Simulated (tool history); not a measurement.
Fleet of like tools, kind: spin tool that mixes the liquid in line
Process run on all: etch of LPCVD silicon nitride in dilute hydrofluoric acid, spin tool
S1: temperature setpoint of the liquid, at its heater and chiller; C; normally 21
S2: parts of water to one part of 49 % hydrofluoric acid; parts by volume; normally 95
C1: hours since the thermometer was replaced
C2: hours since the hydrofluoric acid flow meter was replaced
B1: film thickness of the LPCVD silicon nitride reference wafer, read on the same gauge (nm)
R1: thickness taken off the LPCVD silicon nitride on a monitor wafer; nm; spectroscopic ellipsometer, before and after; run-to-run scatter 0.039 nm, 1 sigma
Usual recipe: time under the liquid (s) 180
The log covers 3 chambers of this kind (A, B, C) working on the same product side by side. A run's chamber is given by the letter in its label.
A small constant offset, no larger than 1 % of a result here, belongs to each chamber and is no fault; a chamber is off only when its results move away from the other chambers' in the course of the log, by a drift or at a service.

{"run": "1C", "hour": 7.8, "S1": 21, "S2": 95, "time under the liquid (s)": 180, "C1": 984.1, "C2": 228.1, "B1": 100.02, "R1": 0.8015}
{"run": "2A", "hour": 19.1, "S1": 21, "S2": 95, "time under the liquid (s)": 180, "C1": 284.6, "C2": 128.1, "B1": 99.993, "R1": 0.73914}
{"run": "3B", "hour": 29.9, "S1": 21, "S2": 95, "time under the liquid (s)": 180, "C1": 706.6, "C2": 816.7, "B1": 100.02, "R1": 0.76512}
{"run": "4C", "hour": 39.6, "S1": 21, "S2": 95, "time under the liquid (s)": 180, "C1": 1015.9, "C2": 259.9, "B1": 100, "R1": 0.87476}
{"run": "5B", "hour": 46.3, "S1": 21, "S2": 95, "time under the liquid (s)": 180, "C1": 723, "C2": 833.1, "B1": 99.987, "R1": 0.78007}
{"run": "6A", "hour": 56.4, "S1": 21, "S2": 95, "time under the liquid (s)": 180, "C1": 321.9, "C2": 165.4, "B1": 100.03, "R1": 0.82363}
{"run": "7B", "hour": 66.1, "S1": 21, "S2": 95, "time under the liquid (s)": 180, "C1": 742.8, "C2": 852.9, "B1": 100.01, "R1": 0.83534}
{"run": "8C", "hour": 77.5, "S1": 21, "S2": 95, "time under the liquid (s)": 180, "C1": 1053.8, "C2": 297.8, "B1": 100.01, "R1": 0.79285}
{"run": "9A", "hour": 89.9, "S1": 21, "S2": 95, "time under the liquid (s)": 180, "C1": 355.4, "C2": 198.9, "B1": 100.02, "R1": 0.73644}
{"run": "10A", "hour": 102.0, "S1": 21, "S2": 95, "time under the liquid (s)": 180, "C1": 367.5, "C2": 211, "B1": 100.01, "R1": 0.74597}
{"run": "11B", "hour": 113.4, "S1": 21, "S2": 95, "time under the liquid (s)": 180, "C1": 790.1, "C2": 900.2, "B1": 100.02, "R1": 0.78729}
{"run": "12C", "hour": 121.0, "S1": 21, "S2": 95, "time under the liquid (s)": 180, "C1": 1097.3, "C2": 341.3, "B1": 99.977, "R1": 0.80121}
{"hour": 129.4, "done": "chamber B: hydrofluoric acid flow meter replaced"}
{"run": "13A", "hour": 133.8, "S1": 21, "S2": 95, "time under the liquid (s)": 180, "C1": 399.3, "C2": 242.8, "B1": 99.976, "R1": 0.79045}
{"run": "14C", "hour": 139.8, "S1": 21, "S2": 95, "time under the liquid (s)": 180, "C1": 1116.1, "C2": 360.1, "B1": 100.02, "R1": 0.88919}
{"run": "15B", "hour": 151.8, "S1": 21, "S2": 95, "time under the liquid (s)": 180, "C1": 828.5, "C2": 22.5, "B1": 100.04, "R1": 0.8344}
{"run": "16B", "hour": 162.1, "S1": 21, "S2": 95, "time under the liquid (s)": 180, "C1": 838.8, "C2": 32.8, "B1": 100.01, "R1": 0.81597}
{"run": "17A", "hour": 173.5, "S1": 21, "S2": 95, "time under the liquid (s)": 180, "C1": 439, "C2": 282.5, "B1": 99.96, "R1": 0.8385}
{"run": "18C", "hour": 186.3, "S1": 21, "S2": 95, "time under the liquid (s)": 180, "C1": 1162.6, "C2": 406.6, "B1": 99.968, "R1": 0.84588}
{"run": "19C", "hour": 195.4, "S1": 21, "S2": 95, "time under the liquid (s)": 180, "C1": 1171.7, "C2": 415.7, "B1": 100.01, "R1": 0.785}
{"run": "20A", "hour": 207.5, "S1": 21, "S2": 95, "time under the liquid (s)": 180, "C1": 473, "C2": 316.5, "B1": 100, "R1": 0.83491}
{"run": "21B", "hour": 216.9, "S1": 21, "S2": 95, "time under the liquid (s)": 180, "C1": 893.6, "C2": 87.6, "B1": 99.993, "R1": 0.78344}
{"run": "22A", "hour": 224.2, "S1": 21, "S2": 95, "time under the liquid (s)": 180, "C1": 489.7, "C2": 333.2, "B1": 99.993, "R1": 0.84169}
{"run": "23C", "hour": 237.7, "S1": 21, "S2": 95, "time under the liquid (s)": 180, "C1": 1214, "C2": 458, "B1": 100.04, "R1": 0.80957}
{"run": "24B", "hour": 248.2, "S1": 21, "S2": 95, "time under the liquid (s)": 180, "C1": 924.9, "C2": 118.9, "B1": 100.03, "R1": 0.82385}
{"run": "25B", "hour": 255.8, "S1": 21, "S2": 95, "time under the liquid (s)": 180, "C1": 932.5, "C2": 126.5, "B1": 100.01, "R1": 0.76677}
{"run": "26C", "hour": 266.7, "S1": 21, "S2": 95, "time under the liquid (s)": 180, "C1": 1243, "C2": 487, "B1": 100.02, "R1": 0.82823}
{"run": "27A", "hour": 275.1, "S1": 21, "S2": 95, "time under the liquid (s)": 180, "C1": 540.6, "C2": 384.1, "B1": 100.03, "R1": 0.80908}
{"run": "28B", "hour": 284.9, "S1": 21, "S2": 95, "time under the liquid (s)": 180, "C1": 961.6, "C2": 155.6, "B1": 99.993, "R1": 0.75263}
{"run": "29C", "hour": 291.0, "S1": 21, "S2": 95, "time under the liquid (s)": 180, "C1": 1267.3, "C2": 511.3, "B1": 100, "R1": 0.82782}
{"run": "30A", "hour": 297.8, "S1": 21, "S2": 95, "time under the liquid (s)": 180, "C1": 563.3, "C2": 406.8, "B1": 99.999, "R1": 0.81164}
{"run": "31A", "hour": 307.3, "S1": 21, "S2": 130, "time under the liquid (s)": 180, "C1": 572.8, "C2": 416.3, "B1": 100.02, "R1": 0.58565}
{"run": "32C", "hour": 317.1, "S1": 21, "S2": 130, "time under the liquid (s)": 180, "C1": 1293.4, "C2": 537.4, "B1": 99.959, "R1": 0.60902}
{"run": "33B", "hour": 326.7, "S1": 21, "S2": 130, "time under the liquid (s)": 180, "C1": 1003.4, "C2": 197.4, "B1": 100.04, "R1": 0.58466}
{"hour": 327.7, "done": "chamber C: hydrofluoric acid flow meter replaced"}
{"run": "34B", "hour": 339.4, "S1": 21, "S2": 95, "time under the liquid (s)": 180, "C1": 1016.1, "C2": 210.1, "B1": 99.977, "R1": 0.91246}
{"run": "35C", "hour": 350.2, "S1": 21, "S2": 95, "time under the liquid (s)": 180, "C1": 1326.5, "C2": 22.6, "B1": 100.06, "R1": 0.73849}
{"run": "36A", "hour": 359.0, "S1": 21, "S2": 95, "time under the liquid (s)": 180, "C1": 624.5, "C2": 468, "B1": 99.966, "R1": 0.76235}

Which is it: a chamber that has drifted or been left off by a service, a gauge drift common to all chambers, or only each chamber's usual small offset? If a chamber is off, name it and its likeliest cause.

Nothing is wrong: each chamber keeps only its own small, steady offset and the gauge holds still.
